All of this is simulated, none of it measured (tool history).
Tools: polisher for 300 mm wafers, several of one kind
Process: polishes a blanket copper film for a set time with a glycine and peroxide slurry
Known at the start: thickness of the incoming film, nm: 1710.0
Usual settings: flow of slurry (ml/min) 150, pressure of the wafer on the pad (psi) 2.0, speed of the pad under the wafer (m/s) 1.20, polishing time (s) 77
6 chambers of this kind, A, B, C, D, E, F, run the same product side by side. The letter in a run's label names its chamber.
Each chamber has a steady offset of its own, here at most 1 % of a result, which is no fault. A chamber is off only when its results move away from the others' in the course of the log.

run	hour	flow of slurry (ml/min)	pressure of the wafer on the pad (psi)	speed of the pad under the wafer (m/s)	polishing time (s)	film removed (Å)
# hour 0.7: chamber F: worn pad replaced by a new one
1A	9.9	150	2.0	1.20	77	4398.3
# hour 11.7: chamber D: worn pad replaced by a new one
2F	23.0	150	2.0	1.20	77	4563.7
3E	32.5	150	2.0	1.20	77	4468.6
# hour 39.0: chamber F: slurry nozzle cleaned
# hour 45.2: chamber C: worn pad replaced by a new one
4C	45.7	150	2.0	1.20	77	4597.2
# hour 46.1: chamber F: head pressure recalibrated
# hour 54.2: chamber E: worn pad replaced by a new one
5D	55.7	150	2.0	1.20	77	4450.9
6B	62.1	150	2.0	1.20	77	4531.8
7C	69.2	150	2.0	1.20	77	4524.3
8A	79.2	150	2.0	1.20	77	4474.7
# hour 86.4: chamber D: worn pad replaced by a new one
9F	93.0	150	2.0	1.20	77	4451.8
# hour 93.3: chamber B: worn pad replaced by a new one
10B	100.1	195	2.0	1.36	77	5276.6
11D	108.9	195	2.0	1.36	77	5253.4
12E	119.4	195	2.0	1.36	77	5167.3
# hour 124.4: chamber F: worn pad replaced by a new one
# hour 130.7: chamber E: worn pad replaced by a new one
13D	132.3	195	2.0	1.36	77	5162.4
# hour 142.5: chamber C: worn pad replaced by a new one
14F	143.6	195	2.0	1.36	77	5223.3
# hour 147.2: chamber A: slurry nozzle cleaned
15A	155.1	195	2.0	1.36	77	5063.2
# hour 163.4: chamber D: worn pad replaced by a new one
16E	166.2	150	2.0	1.20	77	4408.4
17C	179.0	150	2.0	1.20	77	4483.9
18B	192.1	150	2.0	1.20	77	4584.8
# hour 194.4: chamber E: slurry nozzle cleaned
19F	203.7	150	2.0	1.20	77	4497.1
# hour 212.3: chamber E: worn pad replaced by a new one
20A	212.5	150	1.8	1.20	77	3902.5
# hour 217.6: chamber B: worn pad replaced by a new one
21E	221.5	150	1.8	1.20	77	4169.0
# hour 230.0: chamber D: worn pad replaced by a new one
22D	233.1	150	1.8	1.20	77	4035.5
23B	240.0	150	1.8	1.20	77	4202.0
# hour 241.7: chamber F: worn pad replaced by a new one
# hour 248.1: chamber C: worn pad replaced by a new one
24C	252.8	150	1.8	1.20	77	4062.1
25D	260.3	150	1.8	1.20	77	4123.0
26B	268.1	175	2.0	1.20	77	4627.3
27E	275.9	175	2.0	1.20	77	4534.2
# hour 277.8: chamber C: head pressure recalibrated
28F	283.2	175	2.0	1.20	77	4631.9
29A	296.2	175	2.0	1.20	77	4162.4
# hour 298.9: chamber E: worn pad replaced by a new one
# hour 305.2: chamber D: worn pad replaced by a new one
30C	307.2	175	2.0	1.20	77	4632.4
31B	315.9	175	2.0	1.20	77	4608.6
32A	328.6	150	2.0	1.20	77	4087.9
33F	338.1	150	2.0	1.20	77	4481.5
34C	344.3	150	2.0	1.20	77	4487.6
35E	352.3	150	2.0	1.20	77	4440.0
36D	364.7	150	2.0	1.20	77	4461.7

Is one chamber off against the others, does the gauge drift, or is nothing wrong? If a chamber is off, say which, and what the likeliest cause is.

Chamber A drifts away from the others.
Cause: removal rate lost through wear of the pad, % = 12.5.

Here are 4 candidates for chamber A's next run, each the usual settings with a change, their results left as question marks. Which one brings its results back in line with what the others give on the usual settings?
In line means no further than this from the other chambers' mean on the usual settings: film removed (Å) 160.0
37A-1	374.9	150	2.0	1.12	71	?
37A-2	374.9	150	1.5	1.20	77	?
37A-3	374.9	150	2.0	1.20	95	?
37A-4	374.9	150	2.1	1.26	81	?

The other chambers' mean on the usual settings: film removed (Å) 4474.8
run	film removed (Å)
37A-1	3455.6
37A-2	3179.7
37A-3	4889.1
37A-4	4511.5
37A-4 brings the chamber back in line.
